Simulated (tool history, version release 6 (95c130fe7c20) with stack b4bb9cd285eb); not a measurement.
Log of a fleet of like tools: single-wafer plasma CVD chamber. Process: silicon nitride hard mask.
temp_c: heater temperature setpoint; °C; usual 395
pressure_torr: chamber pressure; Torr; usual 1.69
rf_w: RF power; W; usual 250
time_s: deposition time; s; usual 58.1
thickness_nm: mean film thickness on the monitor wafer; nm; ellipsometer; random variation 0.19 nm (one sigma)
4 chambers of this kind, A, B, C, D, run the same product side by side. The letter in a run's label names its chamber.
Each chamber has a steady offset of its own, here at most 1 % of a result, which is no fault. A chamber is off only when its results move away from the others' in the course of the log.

run   hour  temp_c  pressure_torr  rf_w  time_s  hours since the last thermocouple change  hours since the last RF generator calibration  hours since the last manometer calibration  read-back reference wafer on the same gauge, thickness_nm  thickness_nm
 1D   11.4     395           1.69   250    58.1                                    1883.9                                          420.2                                       466.5                                                     51.106        59.984
 2C   22.2     395           1.69   250    58.1                                     935.3                                          823.9                                       707.7                                                     51.123        60.554
 3A   34.0     395           1.69   250    58.1                                     265.8                                          155.1                                        68.9                                                     51.113        59.950
      35.1  -- chamber D: thermocouple changed; heater temperature recalibrated
 4B   43.4     395           1.69   250    58.1                                     736.5                                          326.4                                       570.1                                                     51.116        60.583
 5D   53.7     395           1.69   250    58.1                                      18.6                                          462.5                                       508.8                                                     51.080        59.863
 6C   60.9     386           1.97   250    58.1                                     974.0                                          862.6                                       746.4                                                     51.115        63.380
 7A   69.8     386           1.97   250    58.1                                     301.6                                          190.9                                       104.7                                                     51.122        63.171
 8B   78.7     386           1.97   250    58.1                                     771.8                                          361.7                                       605.4                                                     51.089        63.517
 9B   87.3     386           1.97   250    58.1                                     780.4                                          370.3                                       614.0                                                     51.076        63.568
10A   99.0     395           1.69   280    58.1                                     330.8                                          220.1                                       133.9                                                     51.136        65.460
11D  106.0     395           1.69   280    58.1                                      70.9                                          514.8                                       561.1                                                     51.104        65.052
12C  112.8     395           1.69   280    58.1                                    1025.9                                          914.5                                       798.3                                                     51.106        65.384
13C  122.3     395           1.69   280    58.1                                    1035.4                                          924.0                                       807.8                                                     51.159        65.222
14A  131.7     395           1.69   250    58.1                                     363.5                                          252.8                                       166.6                                                     51.112        60.723
15B  145.1     395           1.69   250    58.1                                     838.2                                          428.1                                       671.8                                                     51.092        60.706
16D  154.8     395           1.69   250    58.1                                     119.7                                          563.6                                       609.9                                                     51.125        59.449
17C  167.2     395           1.69   250    58.1                                    1080.3                                          968.9                                       852.7                                                     51.095        60.284
18B  177.5     395           1.69   250    58.1                                     870.6                                          460.5                                       704.2                                                     51.161        60.655
19A  187.8     395           1.69   250    58.1                                     419.6                                          308.9                                       222.7                                                     51.135        60.278
20D  198.1     395           1.69   250    58.1                                     163.0                                          606.9                                       653.2                                                     51.142        58.810
21B  204.6     395           1.69   250    58.1                                     897.7                                          487.6                                       731.3                                                     51.086        60.868
22A  216.0     395           1.69   250    58.1                                     447.8                                          337.1                                       250.9                                                     51.116        60.436
23D  224.5     395           1.69   200    49.7                                     189.4                                          633.3                                       679.6                                                     51.129        42.568
24C  232.4     395           1.69   200    49.7                                    1145.5                                         1034.1                                       917.9                                                     51.088        43.839
25B  244.7     395           1.69   200    49.7                                     937.8                                          527.7                                       771.4                                                     51.074        44.374
26A  255.0     395           1.69   200    49.7                                     486.8                                          376.1                                       289.9                                                     51.116        43.869
27C  268.0     395           1.98   215    58.1                                    1181.1                                         1069.7                                       953.5                                                     51.111        56.049
28D  276.2     395           1.98   215    58.1                                     241.1                                          685.0                                       731.3                                                     51.151        54.290

Is one chamber off against the others, does the gauge drift, or is nothing wrong? If a chamber is off, say which, and what the likeliest cause is.

Chamber D drifts away from the others.
Cause: delivered RF power below the setpoint (%) = 4.51.

Here are 4 candidates for chamber D's next run, each the usual settings with a change, their results left as question marks. Which one brings its results back in line with what the others give on the usual settings?
In line means no further than this from the other chambers' mean on the usual settings: thickness_nm 0.690 nm
29D-1  285.8     395           1.67   245    56.6                                                                                                                                                                                                             ?
29D-2  285.8     395           1.73   260    61.1                                                                                                                                                                                                             ?
29D-3  285.8     395           1.69   265    58.1                                                                                                                                                                                                             ?
29D-4  285.8     395           1.25   250    58.1                                                                                                                                                                                                             ?

The other chambers' mean on the usual settings: thickness_nm 60.425 nm
  run  thickness_nm
29D-1        55.506
29D-2        63.080
29D-3        60.408
29D-4        53.081
29D-3 brings the chamber back in line.
